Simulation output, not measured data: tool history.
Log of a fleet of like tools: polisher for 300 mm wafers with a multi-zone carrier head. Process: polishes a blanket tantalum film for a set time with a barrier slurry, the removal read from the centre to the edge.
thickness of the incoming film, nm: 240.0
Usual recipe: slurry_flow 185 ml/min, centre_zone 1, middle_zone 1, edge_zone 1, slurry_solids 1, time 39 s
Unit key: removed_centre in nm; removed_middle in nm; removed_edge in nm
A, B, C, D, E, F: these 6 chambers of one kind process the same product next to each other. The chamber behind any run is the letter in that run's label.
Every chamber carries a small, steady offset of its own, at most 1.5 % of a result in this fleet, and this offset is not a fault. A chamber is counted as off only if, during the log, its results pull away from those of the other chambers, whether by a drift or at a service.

{"hour": 0.4, "done": "chamber A: edge zone pressure recalibrated"}
{"hour": 0.8, "done": "chamber F: slurry nozzle cleaned"}
{"run": "1C", "hour": 6.1, "slurry_flow": 185, "centre_zone": 1, "middle_zone": 1, "edge_zone": 1, "slurry_solids": 1, "time": 39, "removed_centre": 38.805, "removed_middle": 39.719, "removed_edge": 39.214}
{"run": "2F", "hour": 15.0, "slurry_flow": 185, "centre_zone": 1, "middle_zone": 1, "edge_zone": 1, "slurry_solids": 1, "time": 39, "removed_centre": 40.026, "removed_middle": 39.32, "removed_edge": 40.169}
{"run": "3D", "hour": 20.3, "slurry_flow": 185, "centre_zone": 1, "middle_zone": 1, "edge_zone": 1, "slurry_solids": 1, "time": 39, "removed_centre": 39.571, "removed_middle": 38.886, "removed_edge": 38.948}
{"run": "4E", "hour": 28.5, "slurry_flow": 185, "centre_zone": 1, "middle_zone": 1, "edge_zone": 1, "slurry_solids": 1, "time": 39, "removed_centre": 39.456, "removed_middle": 39.624, "removed_edge": 39.478}
{"run": "5B", "hour": 38.0, "slurry_flow": 185, "centre_zone": 1, "middle_zone": 1, "edge_zone": 1, "slurry_solids": 1, "time": 39, "removed_centre": 39.013, "removed_middle": 39.546, "removed_edge": 38.886}
{"hour": 44.0, "done": "chamber E: worn pad replaced by a new one"}
{"run": "6A", "hour": 46.3, "slurry_flow": 185, "centre_zone": 1, "middle_zone": 1, "edge_zone": 1, "slurry_solids": 1, "time": 39, "removed_centre": 38.991, "removed_middle": 39.846, "removed_edge": 39.39}
{"run": "7C", "hour": 51.5, "slurry_flow": 185, "centre_zone": 1, "middle_zone": 1, "edge_zone": 1, "slurry_solids": 1, "time": 39, "removed_centre": 39.825, "removed_middle": 38.919, "removed_edge": 38.831}
{"hour": 56.2, "done": "chamber D: worn pad replaced by a new one"}
{"run": "8E", "hour": 56.7, "slurry_flow": 185, "centre_zone": 1, "middle_zone": 1, "edge_zone": 1, "slurry_solids": 1, "time": 39, "removed_centre": 39.597, "removed_middle": 39.2, "removed_edge": 40.316}
{"run": "9A", "hour": 61.6, "slurry_flow": 185, "centre_zone": 1, "middle_zone": 1, "edge_zone": 1, "slurry_solids": 1, "time": 39, "removed_centre": 39.254, "removed_middle": 40.138, "removed_edge": 38.334}
{"hour": 65.8, "done": "chamber E: edge zone pressure recalibrated"}
{"run": "10B", "hour": 71.2, "slurry_flow": 185, "centre_zone": 1, "middle_zone": 1, "edge_zone": 1, "slurry_solids": 1, "time": 39, "removed_centre": 39.849, "removed_middle": 39.242, "removed_edge": 38.238}
{"run": "11D", "hour": 78.3, "slurry_flow": 185, "centre_zone": 1, "middle_zone": 1, "edge_zone": 1, "slurry_solids": 1, "time": 39, "removed_centre": 38.38, "removed_middle": 38.861, "removed_edge": 39.712}
{"hour": 84.9, "done": "chamber B: worn pad replaced by a new one"}
{"run": "12F", "hour": 85.4, "slurry_flow": 185, "centre_zone": 1, "middle_zone": 1, "edge_zone": 1, "slurry_solids": 1, "time": 39, "removed_centre": 38.801, "removed_middle": 39.219, "removed_edge": 39.625}
{"run": "13B", "hour": 90.0, "slurry_flow": 185, "centre_zone": 1, "middle_zone": 1, "edge_zone": 1, "slurry_solids": 1, "time": 39, "removed_centre": 39.243, "removed_middle": 39.297, "removed_edge": 40.445}
{"run": "14E", "hour": 97.9, "slurry_flow": 185, "centre_zone": 1, "middle_zone": 1, "edge_zone": 1, "slurry_solids": 1, "time": 39, "removed_centre": 38.744, "removed_middle": 39.838, "removed_edge": 39.897}
{"run": "15D", "hour": 102.2, "slurry_flow": 185, "centre_zone": 1.11, "middle_zone": 1, "edge_zone": 0.88, "slurry_solids": 1, "time": 39, "removed_centre": 44.406, "removed_middle": 39.466, "removed_edge": 37.011}
{"run": "16A", "hour": 107.8, "slurry_flow": 185, "centre_zone": 1.11, "middle_zone": 1, "edge_zone": 0.88, "slurry_solids": 1, "time": 39, "removed_centre": 43.572, "removed_middle": 39.842, "removed_edge": 36.549}
{"hour": 109.8, "done": "chamber C: worn pad replaced by a new one"}
{"hour": 112.5, "done": "chamber F: worn pad replaced by a new one"}
{"hour": 112.6, "done": "chamber B: centre zone pressure recalibrated"}
{"run": "17C", "hour": 114.3, "slurry_flow": 185, "centre_zone": 1.11, "middle_zone": 1, "edge_zone": 0.88, "slurry_solids": 1, "time": 39, "removed_centre": 43.046, "removed_middle": 39.629, "removed_edge": 36.614}
{"hour": 116.4, "done": "chamber E: worn pad replaced by a new one"}
{"run": "18F", "hour": 121.5, "slurry_flow": 185, "centre_zone": 1.11, "middle_zone": 1, "edge_zone": 0.88, "slurry_solids": 1, "time": 39, "removed_centre": 44.674, "removed_middle": 39.023, "removed_edge": 37.221}
{"run": "19D", "hour": 126.3, "slurry_flow": 185, "centre_zone": 1.11, "middle_zone": 1, "edge_zone": 0.88, "slurry_solids": 1, "time": 39, "removed_centre": 45.086, "removed_middle": 39.862, "removed_edge": 37.598}
{"hour": 132.2, "done": "chamber A: worn pad replaced by a new one"}
{"run": "20E", "hour": 135.8, "slurry_flow": 185, "centre_zone": 1.11, "middle_zone": 1, "edge_zone": 0.88, "slurry_solids": 1, "time": 39, "removed_centre": 44.201, "removed_middle": 38.611, "removed_edge": 37.08}
{"hour": 136.3, "done": "chamber A: centre zone pressure recalibrated"}
{"run": "21C", "hour": 142.6, "slurry_flow": 185, "centre_zone": 1, "middle_zone": 1, "edge_zone": 1, "slurry_solids": 1, "time": 39, "removed_centre": 38.547, "removed_middle": 39.893, "removed_edge": 38.969}
{"run": "22F", "hour": 148.1, "slurry_flow": 185, "centre_zone": 1, "middle_zone": 1, "edge_zone": 1, "slurry_solids": 1, "time": 39, "removed_centre": 39.12, "removed_middle": 38.965, "removed_edge": 38.822}
{"run": "23A", "hour": 153.3, "slurry_flow": 185, "centre_zone": 1, "middle_zone": 1, "edge_zone": 1, "slurry_solids": 1, "time": 39, "removed_centre": 39.779, "removed_middle": 39.383, "removed_edge": 39.321}
{"run": "24B", "hour": 159.4, "slurry_flow": 185, "centre_zone": 1, "middle_zone": 1, "edge_zone": 1, "slurry_solids": 1, "time": 39, "removed_centre": 38.171, "removed_middle": 39.928, "removed_edge": 39.373}
{"run": "25A", "hour": 168.9, "slurry_flow": 185, "centre_zone": 1, "middle_zone": 1, "edge_zone": 1, "slurry_solids": 1, "time": 39, "removed_centre": 38.847, "removed_middle": 40.422, "removed_edge": 39.219}
{"hour": 173.8, "done": "chamber D: worn pad replaced by a new one"}
{"run": "26F", "hour": 176.7, "slurry_flow": 185, "centre_zone": 1, "middle_zone": 1, "edge_zone": 1, "slurry_solids": 1, "time": 39, "removed_centre": 38.404, "removed_middle": 39.921, "removed_edge": 39.399}
{"run": "27C", "hour": 185.3, "slurry_flow": 185, "centre_zone": 1, "middle_zone": 1, "edge_zone": 1, "slurry_solids": 1, "time": 39, "removed_centre": 39.788, "removed_middle": 40.275, "removed_edge": 39.376}
{"hour": 187.9, "done": "chamber E: worn pad replaced by a new one"}
{"run": "28E", "hour": 194.0, "slurry_flow": 185, "centre_zone": 1, "middle_zone": 1, "edge_zone": 1, "slurry_solids": 1, "time": 39, "removed_centre": 39.778, "removed_middle": 39.362, "removed_edge": 38.314}
{"run": "29D", "hour": 199.5, "slurry_flow": 185, "centre_zone": 1, "middle_zone": 1, "edge_zone": 1, "slurry_solids": 1, "time": 39, "removed_centre": 39.495, "removed_middle": 38.938, "removed_edge": 39.14}
{"run": "30B", "hour": 208.1, "slurry_flow": 185, "centre_zone": 1, "middle_zone": 0.95, "edge_zone": 0.96, "slurry_solids": 1, "time": 39, "removed_centre": 38.918, "removed_middle": 37.605, "removed_edge": 38.335}
{"hour": 212.0, "done": "chamber B: worn pad replaced by a new one"}
{"hour": 212.4, "done": "chamber A: slurry nozzle cleaned"}
{"run": "31C", "hour": 213.1, "slurry_flow": 185, "centre_zone": 1, "middle_zone": 0.95, "edge_zone": 0.96, "slurry_solids": 1, "time": 39, "removed_centre": 39.37, "removed_middle": 37.737, "removed_edge": 38.758}
{"hour": 216.7, "done": "chamber C: slurry nozzle cleaned"}
{"run": "32F", "hour": 218.8, "slurry_flow": 185, "centre_zone": 1, "middle_zone": 0.95, "edge_zone": 0.96, "slurry_solids": 1, "time": 39, "removed_centre": 40.14, "removed_middle": 37.269, "removed_edge": 39.397}
{"run": "33D", "hour": 223.9, "slurry_flow": 185, "centre_zone": 1, "middle_zone": 0.95, "edge_zone": 0.96, "slurry_solids": 1, "time": 39, "removed_centre": 41.02, "removed_middle": 38.099, "removed_edge": 38.611}
{"run": "34A", "hour": 228.9, "slurry_flow": 185, "centre_zone": 1, "middle_zone": 0.95, "edge_zone": 0.96, "slurry_solids": 1, "time": 39, "removed_centre": 38.74, "removed_middle": 39.019, "removed_edge": 38.282}
{"hour": 231.1, "done": "chamber C: worn pad replaced by a new one"}
{"hour": 233.2, "done": "chamber E: slurry nozzle cleaned"}
{"run": "35B", "hour": 235.8, "slurry_flow": 185, "centre_zone": 1, "middle_zone": 0.95, "edge_zone": 0.96, "slurry_solids": 1, "time": 39, "removed_centre": 40.251, "removed_middle": 37.851, "removed_edge": 38.635}
{"hour": 239.1, "done": "chamber F: slurry nozzle cleaned"}
{"run": "36E", "hour": 243.2, "slurry_flow": 185, "centre_zone": 1, "middle_zone": 1, "edge_zone": 1, "slurry_solids": 1, "time": 39, "removed_centre": 38.86, "removed_middle": 39.076, "removed_edge": 39.948}
{"run": "37B", "hour": 248.0, "slurry_flow": 185, "centre_zone": 1, "middle_zone": 1, "edge_zone": 1, "slurry_solids": 1, "time": 39, "removed_centre": 39.33, "removed_middle": 39.964, "removed_edge": 39.95}
{"run": "38A", "hour": 257.3, "slurry_flow": 185, "centre_zone": 1, "middle_zone": 1, "edge_zone": 1, "slurry_solids": 1, "time": 39, "removed_centre": 39.644, "removed_middle": 40.299, "removed_edge": 38.351}
{"run": "39D", "hour": 264.1, "slurry_flow": 185, "centre_zone": 1, "middle_zone": 1, "edge_zone": 1, "slurry_solids": 1, "time": 39, "removed_centre": 40.074, "removed_middle": 39.634, "removed_edge": 40.22}
{"run": "40F", "hour": 272.7, "slurry_flow": 185, "centre_zone": 1, "middle_zone": 1, "edge_zone": 1, "slurry_solids": 1, "time": 39, "removed_centre": 38.95, "removed_middle": 39.561, "removed_edge": 40.329}
{"run": "41C", "hour": 282.4, "slurry_flow": 185, "centre_zone": 1, "middle_zone": 1, "edge_zone": 1, "slurry_solids": 1, "time": 39, "removed_centre": 38.877, "removed_middle": 40.246, "removed_edge": 40.144}

All 6 chambers run these settings next. Forecast each chamber's results:
{"run": "42A", "hour": 289.4, "slurry_flow": 185, "centre_zone": 1, "middle_zone": 1.07, "edge_zone": 1, "slurry_solids": 1, "time": 39, "removed_centre": "?", "removed_middle": "?", "removed_edge": "?"}
{"run": "42B", "hour": 289.4, "slurry_flow": 185, "centre_zone": 1, "middle_zone": 1.07, "edge_zone": 1, "slurry_solids": 1, "time": 39, "removed_centre": "?", "removed_middle": "?", "removed_edge": "?"}
{"run": "42C", "hour": 289.4, "slurry_flow": 185, "centre_zone": 1, "middle_zone": 1.07, "edge_zone": 1, "slurry_solids": 1, "time": 39, "removed_centre": "?", "removed_middle": "?", "removed_edge": "?"}
{"run": "42D", "hour": 289.4, "slurry_flow": 185, "centre_zone": 1, "middle_zone": 1.07, "edge_zone": 1, "slurry_solids": 1, "time": 39, "removed_centre": "?", "removed_middle": "?", "removed_edge": "?"}
{"run": "42E", "hour": 289.4, "slurry_flow": 185, "centre_zone": 1, "middle_zone": 1.07, "edge_zone": 1, "slurry_solids": 1, "time": 39, "removed_centre": "?", "removed_middle": "?", "removed_edge": "?"}
{"run": "42F", "hour": 289.4, "slurry_flow": 185, "centre_zone": 1, "middle_zone": 1.07, "edge_zone": 1, "slurry_solids": 1, "time": 39, "removed_centre": "?", "removed_middle": "?", "removed_edge": "?"}

run=42A removed_centre=39.805 removed_middle=41.622 removed_edge=39.291
run=42B removed_centre=39.82 removed_middle=41.823 removed_edge=40.107
run=42C removed_centre=39.704 removed_middle=42.064 removed_edge=39.321
run=42D removed_centre=40.149 removed_middle=41.594 removed_edge=39.344
run=42E removed_centre=39.167 removed_middle=41.473 removed_edge=39.728
run=42F removed_centre=40.873 removed_middle=41.906 removed_edge=39.589

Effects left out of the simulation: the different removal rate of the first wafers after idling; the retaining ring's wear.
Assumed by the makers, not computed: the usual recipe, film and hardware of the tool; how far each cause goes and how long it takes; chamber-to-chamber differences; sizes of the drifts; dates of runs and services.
